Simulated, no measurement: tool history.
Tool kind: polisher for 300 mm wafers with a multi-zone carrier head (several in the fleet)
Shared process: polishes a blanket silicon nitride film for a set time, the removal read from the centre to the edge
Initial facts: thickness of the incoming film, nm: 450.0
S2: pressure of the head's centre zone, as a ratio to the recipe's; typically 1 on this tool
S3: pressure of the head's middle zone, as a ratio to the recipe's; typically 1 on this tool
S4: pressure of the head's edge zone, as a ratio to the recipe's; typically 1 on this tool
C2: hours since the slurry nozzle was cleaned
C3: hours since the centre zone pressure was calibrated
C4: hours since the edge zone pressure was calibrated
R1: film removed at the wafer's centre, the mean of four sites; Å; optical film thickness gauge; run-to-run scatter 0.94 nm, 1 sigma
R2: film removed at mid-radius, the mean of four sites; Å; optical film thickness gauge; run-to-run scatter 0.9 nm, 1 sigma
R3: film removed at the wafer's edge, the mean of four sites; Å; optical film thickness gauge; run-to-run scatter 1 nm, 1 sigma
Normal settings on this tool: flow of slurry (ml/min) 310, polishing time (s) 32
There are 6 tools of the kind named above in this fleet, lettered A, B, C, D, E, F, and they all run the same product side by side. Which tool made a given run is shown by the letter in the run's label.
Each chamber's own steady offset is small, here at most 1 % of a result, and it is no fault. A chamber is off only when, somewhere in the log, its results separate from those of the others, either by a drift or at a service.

{"hour": 6.0, "done": "chamber A: worn pad replaced by a new one"}
{"run": "1E", "hour": 8.0, "flow of slurry (ml/min)": 310, "S2": 1, "S3": 1, "S4": 1, "polishing time (s)": 32, "wafers polished on this pad": 811, "C2": 19.5, "C3": 150.3, "C4": 804.3, "R1": 772.83, "R2": 779.31, "R3": 778.17}
{"hour": 9.9, "done": "chamber E: worn pad replaced by a new one"}
{"hour": 14.5, "done": "chamber B: edge zone pressure recalibrated"}
{"run": "2A", "hour": 15.1, "flow of slurry (ml/min)": 310, "S2": 1, "S3": 1, "S4": 1, "polishing time (s)": 32, "wafers polished on this pad": 89, "C2": 151.2, "C3": 319.2, "C4": 140.5, "R1": 795.04, "R2": 780.16, "R3": 780.96}
{"run": "3B", "hour": 19.8, "flow of slurry (ml/min)": 310, "S2": 1, "S3": 1, "S4": 1, "polishing time (s)": 32, "wafers polished on this pad": 988, "C2": 185.7, "C3": 587.1, "C4": 5.3, "R1": 774.61, "R2": 766.97, "R3": 798.59}
{"run": "4F", "hour": 24.4, "flow of slurry (ml/min)": 310, "S2": 1, "S3": 1, "S4": 1, "polishing time (s)": 32, "wafers polished on this pad": 490, "C2": 236.9, "C3": 529.5, "C4": 440.5, "R1": 778.99, "R2": 767.54, "R3": 776.21}
{"run": "5C", "hour": 31.8, "flow of slurry (ml/min)": 310, "S2": 1, "S3": 1, "S4": 1, "polishing time (s)": 32, "wafers polished on this pad": 603, "C2": 492.1, "C3": 267.1, "C4": 485.2, "R1": 781.59, "R2": 773.84, "R3": 769.69}
{"hour": 32.9, "done": "chamber E: edge zone pressure recalibrated"}
{"run": "6D", "hour": 39.8, "flow of slurry (ml/min)": 310, "S2": 1, "S3": 1, "S4": 1, "polishing time (s)": 32, "wafers polished on this pad": 434, "C2": 455.5, "C3": 470.6, "C4": 288.1, "R1": 759.18, "R2": 769.25, "R3": 754.9}
{"hour": 43.1, "done": "chamber B: worn pad replaced by a new one"}
{"run": "7B", "hour": 44.3, "flow of slurry (ml/min)": 310, "S2": 1, "S3": 1, "S4": 1, "polishing time (s)": 32, "wafers polished on this pad": 12, "C2": 210.2, "C3": 611.6, "C4": 29.8, "R1": 782.61, "R2": 789.73, "R3": 771.89}
{"run": "8C", "hour": 49.0, "flow of slurry (ml/min)": 310, "S2": 1, "S3": 1, "S4": 1, "polishing time (s)": 32, "wafers polished on this pad": 772, "C2": 509.3, "C3": 284.3, "C4": 502.4, "R1": 775.76, "R2": 776.05, "R3": 782.89}
{"run": "9E", "hour": 54.3, "flow of slurry (ml/min)": 310, "S2": 1, "S3": 1, "S4": 1, "polishing time (s)": 32, "wafers polished on this pad": 436, "C2": 65.8, "C3": 196.6, "C4": 21.5, "R1": 752.56, "R2": 774.24, "R3": 796.66}
{"run": "10A", "hour": 61.8, "flow of slurry (ml/min)": 310, "S2": 1, "S3": 1, "S4": 1, "polishing time (s)": 32, "wafers polished on this pad": 547, "C2": 197.9, "C3": 365.9, "C4": 187.2, "R1": 781.63, "R2": 788.87, "R3": 782.2}
{"hour": 67.0, "done": "chamber F: worn pad replaced by a new one"}
{"run": "11D", "hour": 68.9, "flow of slurry (ml/min)": 310, "S2": 1, "S3": 1, "S4": 1, "polishing time (s)": 35, "wafers polished on this pad": 720, "C2": 484.6, "C3": 499.7, "C4": 317.2, "R1": 827.33, "R2": 849.98, "R3": 851.7}
{"run": "12F", "hour": 73.1, "flow of slurry (ml/min)": 310, "S2": 1, "S3": 1, "S4": 1, "polishing time (s)": 35, "wafers polished on this pad": 60, "C2": 285.6, "C3": 578.2, "C4": 489.2, "R1": 854.58, "R2": 833, "R3": 842.89}
{"hour": 75.8, "done": "chamber A: worn pad replaced by a new one"}
{"hour": 80.0, "done": "chamber F: slurry nozzle cleaned"}
{"run": "13F", "hour": 81.4, "flow of slurry (ml/min)": 310, "S2": 1, "S3": 1, "S4": 1, "polishing time (s)": 35, "wafers polished on this pad": 141, "C2": 1.4, "C3": 586.5, "C4": 497.5, "R1": 863.33, "R2": 844.53, "R3": 850.08}
{"run": "14D", "hour": 89.6, "flow of slurry (ml/min)": 310, "S2": 1, "S3": 1, "S4": 1, "polishing time (s)": 35, "wafers polished on this pad": 923, "C2": 505.3, "C3": 520.4, "C4": 337.9, "R1": 850.16, "R2": 840.39, "R3": 824.87}
{"hour": 90.0, "done": "chamber D: worn pad replaced by a new one"}
{"run": "15B", "hour": 95.0, "flow of slurry (ml/min)": 310, "S2": 1, "S3": 1, "S4": 1, "polishing time (s)": 35, "wafers polished on this pad": 509, "C2": 260.9, "C3": 662.3, "C4": 80.5, "R1": 857.34, "R2": 848.87, "R3": 875.81}
{"run": "16A", "hour": 101.1, "flow of slurry (ml/min)": 310, "S2": 1, "S3": 1, "S4": 1, "polishing time (s)": 35, "wafers polished on this pad": 248, "C2": 237.2, "C3": 405.2, "C4": 226.5, "R1": 856.96, "R2": 853.91, "R3": 850.67}
{"run": "17E", "hour": 105.9, "flow of slurry (ml/min)": 310, "S2": 1, "S3": 1, "S4": 1, "polishing time (s)": 32, "wafers polished on this pad": 942, "C2": 117.4, "C3": 248.2, "C4": 73.1, "R1": 766.66, "R2": 776.59, "R3": 771.54}
{"hour": 112.1, "done": "chamber E: worn pad replaced by a new one"}
{"run": "18C", "hour": 115.1, "flow of slurry (ml/min)": 310, "S2": 1, "S3": 1, "S4": 1, "polishing time (s)": 37, "wafers polished on this pad": 1420, "C2": 575.4, "C3": 350.4, "C4": 568.5, "R1": 892.59, "R2": 871.88, "R3": 899.99}
{"hour": 115.4, "done": "chamber C: worn pad replaced by a new one"}
{"hour": 118.4, "done": "chamber C: centre zone pressure recalibrated"}
{"run": "19C", "hour": 121.6, "flow of slurry (ml/min)": 310, "S2": 1, "S3": 1, "S4": 1, "polishing time (s)": 37, "wafers polished on this pad": 61, "C2": 581.9, "C3": 3.2, "C4": 575, "R1": 902, "R2": 908.89, "R3": 911.27}
{"run": "20B", "hour": 126.4, "flow of slurry (ml/min)": 310, "S2": 1, "S3": 1, "S4": 1, "polishing time (s)": 37, "wafers polished on this pad": 817, "C2": 292.3, "C3": 693.7, "C4": 111.9, "R1": 911.5, "R2": 898.46, "R3": 888.56}
{"hour": 128.2, "done": "chamber F: centre zone pressure recalibrated"}
{"run": "21D", "hour": 134.7, "flow of slurry (ml/min)": 310, "S2": 1, "S3": 1, "S4": 1, "polishing time (s)": 37, "wafers polished on this pad": 439, "C2": 550.4, "C3": 565.5, "C4": 383, "R1": 888.59, "R2": 878.82, "R3": 872.49}
{"hour": 135.5, "done": "chamber A: worn pad replaced by a new one"}
{"run": "22F", "hour": 142.1, "flow of slurry (ml/min)": 310, "S2": 1, "S3": 1, "S4": 1, "polishing time (s)": 37, "wafers polished on this pad": 737, "C2": 62.1, "C3": 13.9, "C4": 558.2, "R1": 1003.2, "R2": 910.83, "R3": 921.94}
{"run": "23E", "hour": 150.7, "flow of slurry (ml/min)": 310, "S2": 1, "S3": 1, "S4": 1, "polishing time (s)": 37, "wafers polished on this pad": 379, "C2": 162.2, "C3": 293, "C4": 117.9, "R1": 877.07, "R2": 893.86, "R3": 889.11}
{"run": "24A", "hour": 156.4, "flow of slurry (ml/min)": 310, "S2": 1, "S3": 1, "S4": 1, "polishing time (s)": 32, "wafers polished on this pad": 205, "C2": 292.5, "C3": 460.5, "C4": 281.8, "R1": 784.36, "R2": 765, "R3": 786.42}
{"hour": 158.3, "done": "chamber B: worn pad replaced by a new one"}
{"run": "25F", "hour": 163.6, "flow of slurry (ml/min)": 310, "S2": 1, "S3": 1, "S4": 1, "polishing time (s)": 32, "wafers polished on this pad": 948, "C2": 83.6, "C3": 35.4, "C4": 579.7, "R1": 878.56, "R2": 771.28, "R3": 781.93}
{"hour": 166.6, "done": "chamber D: edge zone pressure recalibrated"}
{"hour": 168.9, "done": "chamber F: worn pad replaced by a new one"}
{"hour": 169.5, "done": "chamber C: slurry nozzle cleaned"}
{"run": "26A", "hour": 171.2, "flow of slurry (ml/min)": 310, "S2": 1.11, "S3": 1, "S4": 0.91, "polishing time (s)": 32, "wafers polished on this pad": 350, "C2": 307.3, "C3": 475.3, "C4": 296.6, "R1": 884.52, "R2": 781.16, "R3": 748.8}
{"run": "27D", "hour": 178.0, "flow of slurry (ml/min)": 310, "S2": 1.11, "S3": 1, "S4": 0.91, "polishing time (s)": 32, "wafers polished on this pad": 864, "C2": 593.7, "C3": 608.8, "C4": 11.4, "R1": 882.97, "R2": 773.02, "R3": 733.94}
{"run": "28B", "hour": 183.2, "flow of slurry (ml/min)": 310, "S2": 1.11, "S3": 1, "S4": 0.91, "polishing time (s)": 32, "wafers polished on this pad": 245, "C2": 349.1, "C3": 750.5, "C4": 168.7, "R1": 877.77, "R2": 780.77, "R3": 745.52}
{"run": "29E", "hour": 188.1, "flow of slurry (ml/min)": 310, "S2": 1.11, "S3": 1, "S4": 0.91, "polishing time (s)": 32, "wafers polished on this pad": 746, "C2": 199.6, "C3": 330.4, "C4": 155.3, "R1": 854.87, "R2": 759.18, "R3": 756.68}
{"hour": 194.0, "done": "chamber E: worn pad replaced by a new one"}
{"run": "30C", "hour": 194.2, "flow of slurry (ml/min)": 310, "S2": 1.11, "S3": 1, "S4": 0.91, "polishing time (s)": 32, "wafers polished on this pad": 774, "C2": 24.8, "C3": 75.8, "C4": 647.6, "R1": 876.5, "R2": 778.14, "R3": 744.06}
{"run": "31D", "hour": 198.8, "flow of slurry (ml/min)": 310, "S2": 1.11, "S3": 1, "S4": 0.91, "polishing time (s)": 32, "wafers polished on this pad": 1068, "C2": 614.5, "C3": 629.6, "C4": 32.2, "R1": 876.91, "R2": 772.24, "R3": 739.3}
{"hour": 200.6, "done": "chamber D: worn pad replaced by a new one"}
{"run": "32F", "hour": 204.1, "flow of slurry (ml/min)": 310, "S2": 1, "S3": 1, "S4": 1, "polishing time (s)": 32, "wafers polished on this pad": 346, "C2": 124.1, "C3": 75.9, "C4": 620.2, "R1": 883.48, "R2": 772.8, "R3": 776.88}
{"hour": 207.3, "done": "chamber A: worn pad replaced by a new one"}
{"run": "33C", "hour": 209.3, "flow of slurry (ml/min)": 310, "S2": 1, "S3": 1, "S4": 1, "polishing time (s)": 32, "wafers polished on this pad": 922, "C2": 39.9, "C3": 90.9, "C4": 662.7, "R1": 781.12, "R2": 770.21, "R3": 792.4}
{"run": "34B", "hour": 215.9, "flow of slurry (ml/min)": 310, "S2": 1, "S3": 1, "S4": 1, "polishing time (s)": 32, "wafers polished on this pad": 566, "C2": 381.8, "C3": 783.2, "C4": 201.4, "R1": 778.96, "R2": 771.56, "R3": 778.05}
{"run": "35E", "hour": 225.0, "flow of slurry (ml/min)": 310, "S2": 1, "S3": 1, "S4": 1, "polishing time (s)": 32, "wafers polished on this pad": 304, "C2": 236.5, "C3": 367.3, "C4": 192.2, "R1": 765.96, "R2": 759.84, "R3": 774.86}
{"hour": 226.7, "done": "chamber E: centre zone pressure recalibrated"}
{"run": "36A", "hour": 230.2, "flow of slurry (ml/min)": 310, "S2": 1, "S3": 1, "S4": 1, "polishing time (s)": 32, "wafers polished on this pad": 225, "C2": 366.3, "C3": 534.3, "C4": 355.6, "R1": 783.29, "R2": 771.87, "R3": 766.52}
{"run": "37C", "hour": 235.0, "flow of slurry (ml/min)": 310, "S2": 1, "S3": 1, "S4": 1, "polishing time (s)": 32, "wafers polished on this pad": 1174, "C2": 65.6, "C3": 116.6, "C4": 688.4, "R1": 758.2, "R2": 787.29, "R3": 774.92}
{"run": "38D", "hour": 240.3, "flow of slurry (ml/min)": 310, "S2": 1, "S3": 1, "S4": 1, "polishing time (s)": 32, "wafers polished on this pad": 390, "C2": 656, "C3": 671.1, "C4": 73.7, "R1": 772.65, "R2": 768.43, "R3": 784.88}
{"run": "39F", "hour": 244.7, "flow of slurry (ml/min)": 310, "S2": 1, "S3": 1, "S4": 1, "polishing time (s)": 32, "wafers polished on this pad": 744, "C2": 164.7, "C3": 116.5, "C4": 660.8, "R1": 865.01, "R2": 785.22, "R3": 799.59}
{"hour": 253.6, "done": "chamber A: slurry nozzle cleaned"}
{"run": "40E", "hour": 253.7, "flow of slurry (ml/min)": 310, "S2": 1, "S3": 1, "S4": 1, "polishing time (s)": 32, "wafers polished on this pad": 586, "C2": 265.2, "C3": 27.1, "C4": 220.9, "R1": 770.66, "R2": 786, "R3": 774.72}
{"run": "41A", "hour": 259.4, "flow of slurry (ml/min)": 310, "S2": 1, "S3": 1, "S4": 0.96, "polishing time (s)": 32, "wafers polished on this pad": 512, "C2": 5.9, "C3": 563.5, "C4": 384.8, "R1": 766.59, "R2": 777.57, "R3": 756.93}
{"run": "42B", "hour": 265.4, "flow of slurry (ml/min)": 310, "S2": 1, "S3": 1, "S4": 0.96, "polishing time (s)": 32, "wafers polished on this pad": 1051, "C2": 431.3, "C3": 832.7, "C4": 250.9, "R1": 771.25, "R2": 773.11, "R3": 745.14}

Is one chamber out of step, is the gauge drifting, or do the chambers differ by no more than their own small offsets? For an off chamber, give its letter and the likeliest cause.

The work done on chamber F during a service left it standing apart from the others.
Likeliest cause: centre zone's pressure above its setpoint, % = 11.8.

Below are 4 candidate recipes for chamber F's next run, each the usual settings with a change, their results shown as question marks. Which of them brings F's results back in line with what the other chambers give on the usual settings?
Counts as in line when no further than this from what the other chambers average on the usual settings: R1 33 Å; R2 31 Å; R3 36 Å
{"run": "43F-1", "hour": 272.1, "flow of slurry (ml/min)": 310, "S2": 0.97, "S3": 1.01, "S4": 1.01, "polishing time (s)": 32, "R1": "?", "R2": "?", "R3": "?"}
{"run": "43F-2", "hour": 272.1, "flow of slurry (ml/min)": 310, "S2": 1.03, "S3": 0.99, "S4": 0.99, "polishing time (s)": 32, "R1": "?", "R2": "?", "R3": "?"}
{"run": "43F-3", "hour": 272.1, "flow of slurry (ml/min)": 315, "S2": 1.09, "S3": 0.98, "S4": 0.97, "polishing time (s)": 33, "R1": "?", "R2": "?", "R3": "?"}
{"run": "43F-4", "hour": 272.1, "flow of slurry (ml/min)": 305, "S2": 0.91, "S3": 1.02, "S4": 1.03, "polishing time (s)": 31, "R1": "?", "R2": "?", "R3": "?"}

The other chambers' mean on the usual settings: R1 776.07 Å; R2 775.12 Å; R3 776.38 Å
run=43F-1 R1=842.34 R2=784.31 R3=793.43
run=43F-2 R1=897.97 R2=769.57 R3=785.27
run=43F-3 R1=985.12 R2=787.07 R3=802.18
run=43F-4 R1=760.72 R2=765.88 R3=775.71
43F-4 is the one that brings the chamber's results back in line with the other chambers.

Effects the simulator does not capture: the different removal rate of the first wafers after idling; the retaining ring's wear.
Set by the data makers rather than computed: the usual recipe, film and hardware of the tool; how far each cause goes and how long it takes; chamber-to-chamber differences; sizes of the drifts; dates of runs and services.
